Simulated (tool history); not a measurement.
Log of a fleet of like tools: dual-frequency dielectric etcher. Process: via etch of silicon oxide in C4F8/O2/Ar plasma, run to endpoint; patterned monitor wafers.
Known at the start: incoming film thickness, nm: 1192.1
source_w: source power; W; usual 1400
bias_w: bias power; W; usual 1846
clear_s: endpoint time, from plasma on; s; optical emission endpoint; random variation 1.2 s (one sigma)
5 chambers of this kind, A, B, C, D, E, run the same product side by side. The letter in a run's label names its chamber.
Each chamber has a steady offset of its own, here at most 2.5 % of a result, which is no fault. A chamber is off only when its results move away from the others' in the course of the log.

| run | day | source_w | bias_w | hours since the last wet clean | hours since the last source power generator calibration | hours since the last bias power generator calibration | clear_s |
|---|---|---|---|---|---|---|---|
| 1C | 0.267 | 1400 | 1846 | 290.1 | 243.2 | 649.0 | 283.34 |
| 2B | 0.483 | 1400 | 1846 | 129.8 | 240.2 | 1311.7 | 278.14 |
| 3E | 0.967 | 1400 | 1846 | 265.0 | 770.6 | 588.0 | 274.32 |
| 4D | 1.225 | 1400 | 1846 | 174.1 | 1101.7 | 2490.2 | 280.31 |
| 5A | 1.458 | 1400 | 1846 | 160.8 | 1916.3 | 4440.9 | 280.47 |
| 6B | 1.783 | 1400 | 1846 | 161.0 | 271.4 | 1342.9 | 276.31 |
| 7A | 1.996 | 1400 | 1846 | 173.7 | 1929.2 | 4453.8 | 279.55 |
| 8C | 2.346 | 1400 | 1846 | 340.0 | 293.1 | 698.9 | 282.74 |
| 9E | 2.712 | 1400 | 1550 | 306.9 | 812.5 | 629.9 | 289.45 |
| 10D | 3.067 | 1400 | 1550 | 218.3 | 1145.9 | 2534.4 | 291.19 |
| 11E | 3.288 | 1400 | 1550 | 320.7 | 826.3 | 643.7 | 290.06 |
| 12B | 3.496 | 1400 | 1550 | 202.1 | 312.5 | 1384.0 | 292.90 |
| 13D | 3.896 | 1400 | 1550 | 238.2 | 1165.8 | 2554.3 | 292.66 |
| 14A | 4.138 | 1400 | 1846 | 225.1 | 1980.6 | 4505.2 | 280.21 |
| 15C | 4.579 | 1400 | 1846 | 393.6 | 346.7 | 752.5 | 284.23 |
|  | 4.604 | chamber A: bias power generator calibrated |
| 16B | 4.933 | 1400 | 1846 | 236.6 | 347.0 | 1418.5 | 280.46 |
| 17D | 5.262 | 1400 | 1846 | 271.0 | 1198.6 | 2587.1 | 277.29 |
| 18A | 5.721 | 1400 | 1495 | 263.1 | 2018.6 | 26.8 | 293.76 |
| 19E | 6.042 | 1400 | 1495 | 386.8 | 892.4 | 709.8 | 293.31 |
| 20C | 6.321 | 1400 | 1495 | 435.4 | 388.5 | 794.3 | 303.15 |
| 21D | 6.571 | 1400 | 1495 | 302.4 | 1230.0 | 2618.5 | 293.18 |
| 22A | 6.971 | 1400 | 1495 | 293.1 | 2048.6 | 56.8 | 295.31 |
|  | 7.279 | chamber C: wet clean of the chamber |
| 23B | 7.329 | 1400 | 1846 | 294.1 | 404.5 | 1476.0 | 282.22 |
| 24E | 7.796 | 1400 | 1846 | 428.9 | 934.5 | 751.9 | 275.96 |
| 25C | 8.108 | 1400 | 1846 | 19.9 | 431.4 | 837.2 | 283.76 |
| 26D | 8.488 | 1400 | 1846 | 348.4 | 1276.0 | 2664.5 | 278.00 |
| 27B | 8.771 | 1400 | 1846 | 328.7 | 439.1 | 1510.6 | 284.51 |
| 28C | 9.179 | 1400 | 1846 | 45.6 | 457.1 | 862.9 | 282.19 |
| 29E | 9.483 | 1400 | 1846 | 469.4 | 975.0 | 792.4 | 275.21 |
| 30A | 9.912 | 1400 | 1846 | 363.7 | 2119.2 | 127.4 | 279.13 |
| 31E | 10.238 | 1400 | 1846 | 487.5 | 993.1 | 810.5 | 277.46 |
| 32A | 10.667 | 1400 | 1846 | 381.8 | 2137.3 | 145.5 | 277.97 |
| 33C | 11.004 | 1640 | 1667 | 89.4 | 500.9 | 906.7 | 274.58 |
| 34D | 11.250 | 1640 | 1667 | 414.7 | 1342.3 | 2730.8 | 266.04 |
| 35B | 11.617 | 1640 | 1667 | 397.0 | 507.4 | 1578.9 | 279.50 |
|  | 11.758 | chamber A: wet clean of the chamber |
| 36A | 11.850 | 1640 | 1667 | 2.2 | 2165.7 | 173.9 | 268.60 |
|  | 11.912 | chamber E: wet clean of the chamber |
| 37E | 12.092 | 1640 | 1667 | 4.4 | 1037.6 | 855.0 | 270.69 |
| 38D | 12.312 | 1400 | 1846 | 440.2 | 1367.8 | 2756.3 | 278.95 |
| 39C | 12.625 | 1400 | 1495 | 128.3 | 539.8 | 945.6 | 299.67 |
| 40B | 13.067 | 1400 | 1495 | 431.8 | 542.2 | 1613.7 | 307.87 |
| 41B | 13.342 | 1400 | 1495 | 438.4 | 548.8 | 1620.3 | 310.06 |
| 42C | 13.642 | 1400 | 1495 | 152.7 | 564.2 | 970.0 | 303.32 |

What goes on in this fleet: one chamber off, a drifting gauge, or nothing beyond the chambers' own small offsets? Name the chamber and the cause, if any.

Chamber B drifts away from the others.
Cause: etch rate under this chamber's usual, % = 5.21.

Here are 4 candidates for chamber B's next run, each the usual settings with a change, their results left as question marks. Which one brings its results back in line with what the others give on the usual settings?
In line means no further than this from the other chambers' mean on the usual settings: clear_s 4.10 s
| 43B-1 | 13.988 | 1510 | 1954 |  |  |  | ? |
| 43B-2 | 13.988 | 1200 | 1654 |  |  |  | ? |
| 43B-3 | 13.988 | 1600 | 2038 |  |  |  | ? |
| 43B-4 | 13.988 | 1230 | 1846 |  |  |  | ? |

The other chambers' mean on the usual settings: clear_s 278.85 s
| run | clear_s |
|---|---|
| 43B-1 | 279.87 |
| 43B-2 | 321.45 |
| 43B-3 | 270.24 |
| 43B-4 | 308.52 |
43B-1 brings the chamber back in line.
